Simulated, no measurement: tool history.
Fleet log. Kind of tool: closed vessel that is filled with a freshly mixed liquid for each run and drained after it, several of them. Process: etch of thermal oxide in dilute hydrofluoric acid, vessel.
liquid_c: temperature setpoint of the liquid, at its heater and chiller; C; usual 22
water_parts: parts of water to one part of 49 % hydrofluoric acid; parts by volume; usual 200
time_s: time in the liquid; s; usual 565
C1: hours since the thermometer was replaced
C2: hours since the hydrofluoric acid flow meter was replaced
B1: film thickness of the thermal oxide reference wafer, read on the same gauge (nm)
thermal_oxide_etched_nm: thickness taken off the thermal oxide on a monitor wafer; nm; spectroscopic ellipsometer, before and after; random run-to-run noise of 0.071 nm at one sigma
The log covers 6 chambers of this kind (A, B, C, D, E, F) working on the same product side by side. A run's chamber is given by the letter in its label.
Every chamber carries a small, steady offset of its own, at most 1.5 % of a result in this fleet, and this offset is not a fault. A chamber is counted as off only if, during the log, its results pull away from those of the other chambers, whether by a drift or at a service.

run 1A hour=4.5 | liquid_c=22 water_parts=200 time_s=565 | C1=926 C2=94.6 | B1=90.012 | thermal_oxide_etched_nm=10.821
run 2C hour=10.6 | liquid_c=22 water_parts=200 time_s=565 | C1=771.8 C2=1042.6 | B1=89.968 | thermal_oxide_etched_nm=10.724
-- hour=16.3 chamber A: thermometer replaced
run 3E hour=16.3 | liquid_c=22 water_parts=200 time_s=565 | C1=1032 C2=619.1 | B1=89.991 | thermal_oxide_etched_nm=10.774
-- hour=17.1 chamber E: hydrofluoric acid flow meter replaced
run 4D hour=19.8 | liquid_c=22 water_parts=200 time_s=565 | C1=1288.6 C2=610.8 | B1=89.991 | thermal_oxide_etched_nm=10.956
run 5B hour=22.7 | liquid_c=22 water_parts=200 time_s=565 | C1=1207.1 C2=262.7 | B1=89.988 | thermal_oxide_etched_nm=10.783
run 6F hour=28 | liquid_c=26 water_parts=200 time_s=565 | C1=954.3 C2=484.4 | B1=90.008 | thermal_oxide_etched_nm=12.683
run 7E hour=33.4 | liquid_c=26 water_parts=200 time_s=565 | C1=1049.1 C2=16.3 | B1=89.997 | thermal_oxide_etched_nm=12.461
run 8C hour=38.7 | liquid_c=26 water_parts=200 time_s=565 | C1=799.9 C2=1070.7 | B1=90.035 | thermal_oxide_etched_nm=12.619
run 9A hour=43.1 | liquid_c=26 water_parts=200 time_s=565 | C1=26.8 C2=133.2 | B1=90.004 | thermal_oxide_etched_nm=12.536
run 10D hour=46.3 | liquid_c=26 water_parts=200 time_s=565 | C1=1315.1 C2=637.3 | B1=89.991 | thermal_oxide_etched_nm=12.724
run 11B hour=49.3 | liquid_c=26 water_parts=200 time_s=565 | C1=1233.7 C2=289.3 | B1=89.999 | thermal_oxide_etched_nm=12.25
run 12F hour=53.4 | liquid_c=22 water_parts=200 time_s=565 | C1=979.7 C2=509.8 | B1=89.997 | thermal_oxide_etched_nm=11.019
run 13C hour=57.4 | liquid_c=22 water_parts=200 time_s=565 | C1=818.6 C2=1089.4 | B1=90.036 | thermal_oxide_etched_nm=10.863
run 14F hour=63.1 | liquid_c=22 water_parts=200 time_s=565 | C1=989.4 C2=519.5 | B1=89.976 | thermal_oxide_etched_nm=10.812
run 15D hour=68.2 | liquid_c=22 water_parts=200 time_s=565 | C1=1337 C2=659.2 | B1=89.964 | thermal_oxide_etched_nm=10.897
run 16E hour=71.6 | liquid_c=22 water_parts=200 time_s=565 | C1=1087.3 C2=54.5 | B1=90 | thermal_oxide_etched_nm=10.742
run 17A hour=77.3 | liquid_c=22 water_parts=200 time_s=565 | C1=61 C2=167.4 | B1=90.002 | thermal_oxide_etched_nm=10.91
run 18B hour=80.6 | liquid_c=22 water_parts=200 time_s=565 | C1=1265 C2=320.6 | B1=90.008 | thermal_oxide_etched_nm=10.85
run 19F hour=84.2 | liquid_c=27 water_parts=265 time_s=565 | C1=1010.5 C2=540.6 | B1=89.987 | thermal_oxide_etched_nm=9.1329
run 20D hour=88.6 | liquid_c=27 water_parts=265 time_s=565 | C1=1357.4 C2=679.6 | B1=89.998 | thermal_oxide_etched_nm=9.1611
run 21C hour=91.4 | liquid_c=27 water_parts=265 time_s=565 | C1=852.6 C2=1123.4 | B1=89.983 | thermal_oxide_etched_nm=9.1435
-- hour=93.9 chamber C: thermometer replaced
run 22A hour=97.4 | liquid_c=27 water_parts=265 time_s=565 | C1=81.1 C2=187.5 | B1=89.968 | thermal_oxide_etched_nm=9.1518
run 23B hour=102.1 | liquid_c=27 water_parts=265 time_s=565 | C1=1286.5 C2=342.1 | B1=90.038 | thermal_oxide_etched_nm=8.9006
run 24E hour=106.9 | liquid_c=27 water_parts=265 time_s=565 | C1=1122.6 C2=89.8 | B1=89.974 | thermal_oxide_etched_nm=9.1778
run 25A hour=112.6 | liquid_c=22 water_parts=200 time_s=565 | C1=96.3 C2=202.7 | B1=89.978 | thermal_oxide_etched_nm=10.865
run 26D hour=118.2 | liquid_c=22 water_parts=200 time_s=565 | C1=1387 C2=709.2 | B1=90.019 | thermal_oxide_etched_nm=11.003
run 27E hour=124.5 | liquid_c=22 water_parts=200 time_s=565 | C1=1140.2 C2=107.4 | B1=90.013 | thermal_oxide_etched_nm=10.721
run 28B hour=127.6 | liquid_c=22 water_parts=200 time_s=565 | C1=1312 C2=367.6 | B1=90.026 | thermal_oxide_etched_nm=10.451
run 29F hour=131.5 | liquid_c=22 water_parts=200 time_s=565 | C1=1057.8 C2=587.9 | B1=90.032 | thermal_oxide_etched_nm=11.012
run 30C hour=136 | liquid_c=22 water_parts=200 time_s=565 | C1=42.2 C2=1168 | B1=90.03 | thermal_oxide_etched_nm=10.804
run 31E hour=142 | liquid_c=22 water_parts=200 time_s=565 | C1=1157.7 C2=124.9 | B1=89.991 | thermal_oxide_etched_nm=10.774
run 32C hour=145.7 | liquid_c=22 water_parts=200 time_s=565 | C1=51.9 C2=1177.7 | B1=90.017 | thermal_oxide_etched_nm=10.624
-- hour=149.1 chamber D: hydrofluoric acid flow meter replaced
run 33D hour=151.3 | liquid_c=22 water_parts=200 time_s=565 | C1=1420.1 C2=2.3 | B1=89.964 | thermal_oxide_etched_nm=10.868
run 34B hour=156.3 | liquid_c=22 water_parts=295 time_s=720 | C1=1340.7 C2=396.3 | B1=90.005 | thermal_oxide_etched_nm=8.0628
run 35A hour=159.7 | liquid_c=22 water_parts=295 time_s=720 | C1=143.4 C2=249.8 | B1=89.989 | thermal_oxide_etched_nm=8.5179
run 36F hour=163.4 | liquid_c=22 water_parts=295 time_s=720 | C1=1089.7 C2=619.8 | B1=90.003 | thermal_oxide_etched_nm=8.5408
run 37A hour=167.5 | liquid_c=22 water_parts=295 time_s=720 | C1=151.2 C2=257.6 | B1=89.994 | thermal_oxide_etched_nm=8.5867
run 38F hour=173.2 | liquid_c=22 water_parts=295 time_s=720 | C1=1099.5 C2=629.6 | B1=89.973 | thermal_oxide_etched_nm=8.4979

What goes on in this fleet: one chamber off, a drifting gauge, or nothing beyond the chambers' own small offsets? Name the chamber and the cause, if any.

Chamber B drifts away from the others.
Likeliest cause: liquid colder than its thermometer reads (K) = 1.78.
From this log alone, it may not be told apart from: hydrofluoric acid flow below the setpoint (%).

Chamber B could run next with any of the 4 candidate recipes listed below; each alters the usual settings, and their results appear as question marks. Which one brings its results back in line with what the other chambers deliver on the usual settings?
In line here means within this much of the mean the other chambers give on the usual settings: thermal_oxide_etched_nm 0.25 nm
run 39B-1 hour=177.7 | liquid_c=26 water_parts=200 time_s=565 | thermal_oxide_etched_nm=?
run 39B-2 hour=177.7 | liquid_c=21.5 water_parts=200 time_s=495 | thermal_oxide_etched_nm=?
run 39B-3 hour=177.7 | liquid_c=22 water_parts=200 time_s=610 | thermal_oxide_etched_nm=?
run 39B-4 hour=177.7 | liquid_c=22 water_parts=205 time_s=540 | thermal_oxide_etched_nm=?

Mean of the other chambers on the usual settings: thermal_oxide_etched_nm 10.862 nm
run=39B-1 thermal_oxide_etched_nm=11.63
run=39B-2 thermal_oxide_etched_nm=8.6177
run=39B-3 thermal_oxide_etched_nm=10.823
run=39B-4 thermal_oxide_etched_nm=9.2996
With 39B-3, the chamber falls back in line with the rest.
